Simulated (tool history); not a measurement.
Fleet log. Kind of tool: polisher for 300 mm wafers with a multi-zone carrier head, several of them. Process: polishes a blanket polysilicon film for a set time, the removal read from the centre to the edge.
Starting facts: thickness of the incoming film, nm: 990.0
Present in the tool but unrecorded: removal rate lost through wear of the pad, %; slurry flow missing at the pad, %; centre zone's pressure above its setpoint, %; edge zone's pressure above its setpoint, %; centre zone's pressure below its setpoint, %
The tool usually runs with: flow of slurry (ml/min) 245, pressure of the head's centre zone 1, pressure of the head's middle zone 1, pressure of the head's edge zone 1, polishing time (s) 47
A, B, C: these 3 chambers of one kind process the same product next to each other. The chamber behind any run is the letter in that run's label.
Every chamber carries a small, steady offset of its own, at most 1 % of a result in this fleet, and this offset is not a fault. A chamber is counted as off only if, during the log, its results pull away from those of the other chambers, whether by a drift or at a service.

run     day  flow of slurry (ml/min)  pressure of the head's centre zone  pressure of the head's middle zone  pressure of the head's edge zone  polishing time (s)  wafers polished on this pad  hours since the slurry nozzle was cleaned  hours since the centre zone pressure was calibrated  hours since the edge zone pressure was calibrated  film removed at the wafer's centre (Å)  film removed at mid-radius (Å)  film removed at the wafer's edge (Å)
 1A   0.317                      245                                   1                                   1                                 1                  47                          497                                        678                                                269.9                                              172.6                                  3268.5                          3280.9                                3265.6
      0.579  -- chamber C: worn pad replaced by a new one
 2C   0.592                      245                                   1                                   1                                 1                  47                            5                                      174.4                                                813.3                                              117.8                                  3181.5                          3302.5                                3304.6
 3B   0.896                      245                                   1                                   1                                 1                  47                          668                                        532                                                405.4                                              202.5                                  3375.6                          3271.2                                3246.7
 4B   1.062                      245                                   1                                   1                                 1                  47                          730                                        536                                                409.4                                              206.5                                  3263.9                          3216.6                                  3269
 5A   1.383                      245                                   1                                   1                                 1                  47                          891                                      703.6                                                295.5                                              198.2                                  3317.1                          3267.7                                3248.6
 6C   1.629                      245                                   1                                   1                                 1                  47                          388                                      199.3                                                838.2                                              142.7                                  3301.4                          3190.3                                3268.2
      1.646  -- chamber A: slurry nozzle cleaned
 7B   1.792                      245                                   1                                   1                                 1                  47                          998                                      553.5                                                426.9                                                224                                  3286.8                          3203.3                                3258.2
        1.9  -- chamber A: worn pad replaced by a new one
 8A   2.054                      295                                   1                                   1                                 1                  53                           57                                        9.8                                                311.6                                              214.3                                  3822.5                          3774.3                                3732.3
 9C     2.3                      295                                   1                                   1                                 1                  53                          635                                      215.4                                                854.3                                              158.8                                  3803.1                          3816.6                                3803.1
      2.317  -- chamber C: slurry nozzle cleaned
10C   2.446                      295                                   1                                   1                                 1                  53                          689                                        3.1                                                857.8                                              162.3                                  3849.5                          3786.1                                3708.8
11B   2.758                      245                                   1                                   1                                 1                  47                         1355                                      576.7                                                450.1                                              247.2                                  3317.2                          3282.2                                3276.6
12A   2.908                      245                                   1                                   1                                 1                  47                          372                                       30.3                                                332.1                                              234.8                                    3267                          3268.7                                3327.5
      3.112  -- chamber B: worn pad replaced by a new one
13B   3.221                      245                                   1                                   1                              0.96                  47                           41                                      587.8                                                461.2                                              258.3                                  3235.5                          3238.6                                3217.4
      3.317  -- chamber C: worn pad replaced by a new one
14C   3.379                      245                                   1                                   1                              0.96                  47                           23                                       25.5                                                880.2                                              184.7                                  3306.4                          3280.9                                3195.9
15A    3.65                      245                                   1                                   1                              0.96                  47                          646                                       48.1                                                349.9                                              252.6                                  3331.3                          3237.4                                3218.8
16C   3.917                      245                                   1                                   1                                 1                  47                          221                                       38.4                                                893.1                                              197.6                                  3261.9                          3209.2                                3284.8
17B   4.096                      245                                   1                                   1                                 1                  47                          364                                      608.8                                                482.2                                              279.3                                  3313.4                            3208                                3206.1
18A   4.312                      210                                0.96                                   1                                 1                  47                          890                                         64                                                365.8                                              268.5                                  3097.1                          3236.1                                3181.5
19B   4.462                      210                                0.96                                   1                                 1                  47                          499                                      617.6                                                  491                                              288.1                                  3042.8                          3211.5                                  3184
20C   4.625                      210                                0.96                                   1                                 1                  47                          483                                       55.4                                                910.1                                              214.6                                  3063.4                          3222.4                                3212.2
      4.658  -- chamber A: worn pad replaced by a new one
      4.675  -- chamber C: centre zone pressure recalibrated
21A   4.896                      245                                   1                                   1                                 1                  47                           88                                         78                                                379.8                                              282.5                                  3225.2                          3249.7                                3295.3
22C     5.2                      245                                0.89                                   1                                 1                  37                          695                                       69.2                                                 12.7                                              228.4                                  2026.3                          2601.2                                2609.1
23B     5.4                      245                                0.89                                   1                                 1                  37                          845                                      640.1                                                513.5                                              310.6                                  2281.5                          2578.3                                  2550
24A   5.592                      245                                0.89                                   1                                 1                  37                          345                                       94.7                                                396.5                                              299.2                                    2282                          2533.2                                2574.8
      5.654  -- chamber C: worn pad replaced by a new one
25B   5.833                      245                                   1                                   1                                 1                  47                         1005                                      650.5                                                523.9                                                321                                  3235.6                          3212.3                                3253.8
26C   6.042                      245                                   1                                   1                                 1                  47                          143                                       89.4                                                 32.9                                              248.6                                  3012.1                          3312.1                                3245.8
27A   6.217                      245                                1.07                                1.05                                 1                  47                          575                                      109.7                                                411.5                                              314.2                                    3559                          3396.4                                3287.3
28C    6.55                      245                                1.07                                1.05                                 1                  47                          331                                      101.6                                                 45.1                                              260.8                                  3141.7                            3384                                3276.5
29A   6.833                      245                                1.07                                1.05                                 1                  47                          803                                      124.5                                                426.3                                                329                                  3493.6                          3391.4                                3298.8
      7.033  -- chamber B: worn pad replaced by a new one
30B   7.154                      245                                   1                                1.05                                 1                  56                           46                                      682.2                                                555.6                                              352.7                                    3977                          4047.4                                3896.6
31A   7.425                      245                                   1                                1.05                                 1                  56                         1021                                      138.7                                                440.5                                              343.2                                  3897.1                          4041.4                                3915.4
32C   7.621                      245                                   1                                1.05                                 1                  56                          726                                      127.3                                                 70.8                                              286.5                                  3536.2                          4113.3                                3838.4
33B   7.825                      245                                   1                                   1                                 1                  47                          293                                      698.3                                                571.7                                              368.8                                  3285.3                          3237.1                                3259.6
      7.992  -- chamber A: worn pad replaced by a new one
34B       8                      245                                   1                                   1                                 1                  47                          358                                      702.5                                                575.9                                                373                                  3285.9                          3253.8                                3278.1
35A   8.162                      245                                   1                                   1                              0.89                  47                           64                                      156.4                                                458.2                                              360.9                                  3283.8                          3221.9                                3100.8
      8.242  -- chamber C: worn pad replaced by a new one
36C   8.483                      245                                   1                                   1                              0.89                  47                           89                                        148                                                 91.5                                              307.2                                  2960.5                            3339                                3076.8
37B   8.658                      245                                   1                                   1                              0.89                  47                          600                                      718.3                                                591.7                                              388.8                                  3339.1                          3300.4                                3114.4
38A   8.871                      315                                   1                                   1                                 1                  47                          325                                      173.4                                                475.2                                              377.9                                  3361.2                          3257.9                                3383.4
39C   9.125                      315                                   1                                   1                                 1                  47                          326                                      163.4                                                106.9                                              322.6                                  3048.2                          3326.2                                3303.3
40C   9.371                      315                                   1                                   1                                 1                  47                          417                                      169.3                                                112.8                                              328.5                                  3026.7                          3415.6                                3368.8
41B   9.683                      245                                   1                                   1                                 1                  47                          978                                      742.9                                                616.3                                              413.4                                  3306.4                          3271.8                                3225.8
42A   9.975                      245                                   1                                   1                                 1                  47                          732                                      199.9                                                501.7                                              404.4                                  3258.4                          3262.5                                3285.3
43C  10.242                      245                                   1                                   1                                 1                  47                          738                                      190.2                                                133.7                                              349.4                                  2910.2                          3214.8                                3275.9

All 3 chambers run these settings next. Forecast each chamber's results:
44A  10.479                      245                                   1                                   1                                 1                  47                                                                                                                                                                                                                       ?                               ?                                     ?
44B  10.479                      245                                   1                                   1                                 1                  47                                                                                                                                                                                                                       ?                               ?                                     ?
44C  10.479                      245                                   1                                   1                                 1                  47                                                                                                                                                                                                                       ?                               ?                                     ?

run  film removed at the wafer's centre (Å)  film removed at mid-radius (Å)  film removed at the wafer's edge (Å)
44A                                  3291.6                          3274.1                                3269.3
44B                                  3285.5                          3236.7                                3227.1
44C                                  2967.3                          3313.9                                3259.4

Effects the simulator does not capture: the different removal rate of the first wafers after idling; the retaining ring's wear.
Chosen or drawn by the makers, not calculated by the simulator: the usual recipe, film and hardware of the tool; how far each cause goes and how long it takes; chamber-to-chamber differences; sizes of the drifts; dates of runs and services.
